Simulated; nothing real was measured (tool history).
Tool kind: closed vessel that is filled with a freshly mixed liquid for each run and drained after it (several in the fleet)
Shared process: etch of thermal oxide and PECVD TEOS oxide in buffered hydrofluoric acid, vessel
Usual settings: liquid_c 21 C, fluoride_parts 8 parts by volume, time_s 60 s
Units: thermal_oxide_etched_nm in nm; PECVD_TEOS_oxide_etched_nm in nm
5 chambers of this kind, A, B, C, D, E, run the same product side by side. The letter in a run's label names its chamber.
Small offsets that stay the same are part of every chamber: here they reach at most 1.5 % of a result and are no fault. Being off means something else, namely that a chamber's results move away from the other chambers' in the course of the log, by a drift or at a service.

| run | hour | liquid_c | fluoride_parts | time_s | read-back film thickness of the thermal oxide reference wafer, read on the same gauge (nm) | read-back film thickness of the PECVD TEOS oxide reference wafer, read on the same gauge (nm) | thermal_oxide_etched_nm | PECVD_TEOS_oxide_etched_nm |
|---|---|---|---|---|---|---|---|---|
| 1E | 3.7 | 21 | 8 | 60 | 139.98 | 79.964 | 70.126 | 150.280 |
| 2D | 7.1 | 21 | 8 | 60 | 140.04 | 80.011 | 70.905 | 149.950 |
| 3C | 11.0 | 21 | 8 | 60 | 140.00 | 79.996 | 69.436 | 152.680 |
| 4A | 14.6 | 21 | 8 | 60 | 139.98 | 79.994 | 69.885 | 150.310 |
| 5B | 16.9 | 21 | 8 | 60 | 140.06 | 80.017 | 70.158 | 149.640 |
| 6A | 19.1 | 21 | 8 | 60 | 139.97 | 79.998 | 69.966 | 151.130 |
| 7C | 24.0 | 21 | 8 | 60 | 139.97 | 80.000 | 70.506 | 152.030 |
| 8E | 29.1 | 21 | 10 | 95 | 140.03 | 79.992 | 92.393 | 194.200 |
| 9D | 31.8 | 21 | 10 | 95 | 140.01 | 80.025 | 91.507 | 196.470 |
| 10B | 34.6 | 21 | 10 | 95 | 139.98 | 80.007 | 90.286 | 193.570 |
| 11A | 38.3 | 21 | 10 | 95 | 139.96 | 79.999 | 91.117 | 196.650 |
| 12D | 40.9 | 21 | 10 | 95 | 140.04 | 80.018 | 92.572 | 194.450 |
| 13C | 43.1 | 21 | 8 | 60 | 139.96 | 80.014 | 70.656 | 152.040 |
| 14B | 46.1 | 21 | 8 | 60 | 140.04 | 79.978 | 68.997 | 148.460 |
| 15E | 50.7 | 21 | 8 | 60 | 140.03 | 79.983 | 69.689 | 150.260 |
| 16C | 54.9 | 21 | 8 | 60 | 140.01 | 80.003 | 70.875 | 151.970 |
| 17B | 58.0 | 21 | 8 | 60 | 140.03 | 80.050 | 69.743 | 148.530 |
| 18E | 62.9 | 21 | 8 | 60 | 139.99 | 80.004 | 70.193 | 150.700 |
| 19D | 65.3 | 21 | 8 | 60 | 140.00 | 79.981 | 70.343 | 149.330 |
| 20A | 68.8 | 21 | 8 | 60 | 140.04 | 79.960 | 70.434 | 151.800 |
| 21A | 71.4 | 21 | 8 | 60 | 140.00 | 79.994 | 70.913 | 151.010 |
| 22B | 76.3 | 21 | 8 | 60 | 140.01 | 79.993 | 69.389 | 149.710 |
| 23D | 79.7 | 24 | 8 | 60 | 140.02 | 80.016 | 82.850 | 177.880 |
| 24C | 84.1 | 24 | 8 | 60 | 140.03 | 79.999 | 82.953 | 179.120 |
| 25E | 88.5 | 24 | 8 | 60 | 140.01 | 79.997 | 82.724 | 177.650 |
| 26E | 92.5 | 24 | 8 | 60 | 140.03 | 79.998 | 82.459 | 178.270 |
| 27D | 97.1 | 24 | 8 | 60 | 140.00 | 79.999 | 83.147 | 180.020 |
| 28A | 100.8 | 21 | 10 | 35 | 139.96 | 80.000 | 33.951 | 72.592 |
| 29B | 103.3 | 21 | 10 | 35 | 140.02 | 79.985 | 33.487 | 70.578 |
| 30C | 107.4 | 21 | 10 | 35 | 140.05 | 80.015 | 33.593 | 72.821 |
| 31B | 110.4 | 21 | 10 | 35 | 139.99 | 80.026 | 33.233 | 71.872 |
| 32A | 114.0 | 21 | 10 | 35 | 140.04 | 79.996 | 33.794 | 73.318 |
| 33C | 118.5 | 21 | 8 | 60 | 140.01 | 80.016 | 70.482 | 151.520 |
| 34D | 122.8 | 21 | 8 | 60 | 140.00 | 80.010 | 70.783 | 149.200 |

All chambers now run identical settings, listed one chamber a line with results as question marks. What results will each chamber show?
| 35A | 126.4 | 21 | 8 | 30 |  |  | ? | ? |
| 35B | 126.4 | 21 | 8 | 30 |  |  | ? | ? |
| 35C | 126.4 | 21 | 8 | 30 |  |  | ? | ? |
| 35D | 126.4 | 21 | 8 | 30 |  |  | ? | ? |
| 35E | 126.4 | 21 | 8 | 30 |  |  | ? | ? |

| run | thermal_oxide_etched_nm | PECVD_TEOS_oxide_etched_nm |
|---|---|---|
| 35A | 35.774 | 75.442 |
| 35B | 35.175 | 74.445 |
| 35C | 35.050 | 75.452 |
| 35D | 34.971 | 74.273 |
| 35E | 35.161 | 75.195 |
